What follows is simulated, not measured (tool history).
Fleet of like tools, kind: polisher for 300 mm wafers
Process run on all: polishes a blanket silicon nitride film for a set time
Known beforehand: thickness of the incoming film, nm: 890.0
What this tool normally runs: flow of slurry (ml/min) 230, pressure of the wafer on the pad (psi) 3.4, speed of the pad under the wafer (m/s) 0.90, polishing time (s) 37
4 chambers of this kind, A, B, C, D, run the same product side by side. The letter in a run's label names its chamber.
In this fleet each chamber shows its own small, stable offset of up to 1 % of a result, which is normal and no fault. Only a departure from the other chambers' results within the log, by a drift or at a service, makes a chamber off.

run   hour  flow of slurry (ml/min)  pressure of the wafer on the pad (psi)  speed of the pad under the wafer (m/s)  polishing time (s)  wafers polished on this pad  hours since the slurry nozzle was cleaned  hours since the head pressure was calibrated  film removed (Å)
       4.6  -- chamber D: worn pad replaced by a new one
 1B   10.5                      230                                     3.4                                    0.90                  37                         1329                                      595.1                                         268.1            601.59
 2D   22.7                      230                                     3.4                                    0.90                  37                          163                                      266.9                                         622.9            591.66
 3A   35.4                      230                                     3.4                                    0.90                  37                          902                                      156.1                                         260.1            601.03
      36.8  -- chamber B: worn pad replaced by a new one
 4C   45.2                      230                                     3.4                                    0.90                  37                         1278                                      127.9                                         775.3            593.93
 5B   53.1                      230                                     3.4                                    0.90                  37                          147                                      637.7                                         310.7            610.09
 6C   63.4                      230                                     3.4                                    0.90                  37                         1442                                      146.1                                         793.5            594.97
      63.7  -- chamber C: worn pad replaced by a new one
 7D   70.7                      230                                     3.4                                    0.90                  37                          595                                      314.9                                         670.9            594.96
 8A   81.8                      230                                     3.4                                    0.90                  37                         1320                                      202.5                                         306.5            610.44
 9A   89.7                      230                                     3.4                                    0.90                  37                         1391                                      210.4                                         314.4            596.30
10B  104.7                      230                                     3.4                                    0.90                  37                          612                                      689.3                                         362.3            598.35
11D  115.2                      230                                     3.4                                    0.90                  37                          996                                      359.4                                         715.4            588.84
12C  122.4                      230                                     3.4                                    0.90                  37                          528                                      205.1                                         852.5            595.88
13C  129.6                      230                                     3.4                                    0.90                  37                          593                                      212.3                                         859.7            598.24
14A  142.4                      230                                     3.4                                    0.90                  37                         1866                                      263.1                                         367.1            603.67
     147.7  -- chamber D: worn pad replaced by a new one
15D  155.5                      230                                     3.4                                    0.90                  37                           70                                      399.7                                         755.7            593.46
16B  166.6                      230                                     3.4                                    0.90                  37                         1170                                      751.2                                         424.2            594.01
17D  180.7                      230                                     3.4                                    1.12                  37                          297                                      424.9                                         780.9            711.29
     192.7  -- chamber B: slurry nozzle cleaned
18A  192.9                      230                                     3.4                                    1.12                  37                         2321                                      313.6                                         417.6            698.27
     195.9  -- chamber C: head pressure recalibrated
     196.3  -- chamber C: slurry nozzle cleaned
19C  204.2                      230                                     3.4                                    1.12                  37                         1266                                        7.9                                           8.3            709.49
     208.3  -- chamber B: worn pad replaced by a new one
     209.4  -- chamber C: worn pad replaced by a new one
20B  211.5                      230                                     3.4                                    1.12                  37                           29                                       18.8                                         469.1            714.58
21C  226.5                      230                                     3.4                                    0.90                  37                          154                                       30.2                                          30.6            595.50
     236.2  -- chamber A: slurry nozzle cleaned
22D  237.6                      230                                     3.4                                    0.90                  37                          810                                      481.8                                         837.8            602.01
     245.5  -- chamber B: head pressure recalibrated
23B  247.0                      230                                     3.4                                    0.90                  37                          349                                       54.3                                           1.5            605.64
24A  259.7                      230                                     3.4                                    0.90                  37                         2923                                       23.6                                         484.4            574.83
25C  273.9                      230                                     3.4                                    0.90                  37                          581                                       77.6                                          78.0            606.80
     280.9  -- chamber D: slurry nozzle cleaned
26D  281.9                      230                                     3.4                                    0.90                  37                         1209                                        1.1                                         882.1            603.65
27B  297.1                      230                                     3.4                                    0.90                  37                          800                                      104.4                                          51.6            594.65
     310.6  -- chamber D: worn pad replaced by a new one
28A  312.2                      230                                     3.4                                    0.90                  37                         3396                                       76.1                                         536.9            563.92
29D  319.8                      230                                     3.4                                    0.90                  37                           82                                       39.0                                         920.0            592.40
30A  328.3                      230                                     3.4                                    0.90                  37                         3541                                       92.2                                         553.0            565.71
31B  341.8                      230                                     3.4                                    0.90                  37                         1203                                      149.1                                          96.3            594.35
32C  354.3                      230                                     3.4                                    0.90                  37                         1305                                      158.0                                         158.4            594.57
33A  364.1                      230                                     3.4                                    0.90                  37                         3863                                      128.0                                         588.8            539.99

All 4 chambers run these settings next. Forecast each chamber's results:
34A  375.3                      230                                     3.4                                    0.90                  37                                                                                                                                       ?
34B  375.3                      230                                     3.4                                    0.90                  37                                                                                                                                       ?
34C  375.3                      230                                     3.4                                    0.90                  37                                                                                                                                       ?
34D  375.3                      230                                     3.4                                    0.90                  37                                                                                                                                       ?

run  film removed (Å)
34A            540.02
34B            602.82
34C            593.57
34D            585.93

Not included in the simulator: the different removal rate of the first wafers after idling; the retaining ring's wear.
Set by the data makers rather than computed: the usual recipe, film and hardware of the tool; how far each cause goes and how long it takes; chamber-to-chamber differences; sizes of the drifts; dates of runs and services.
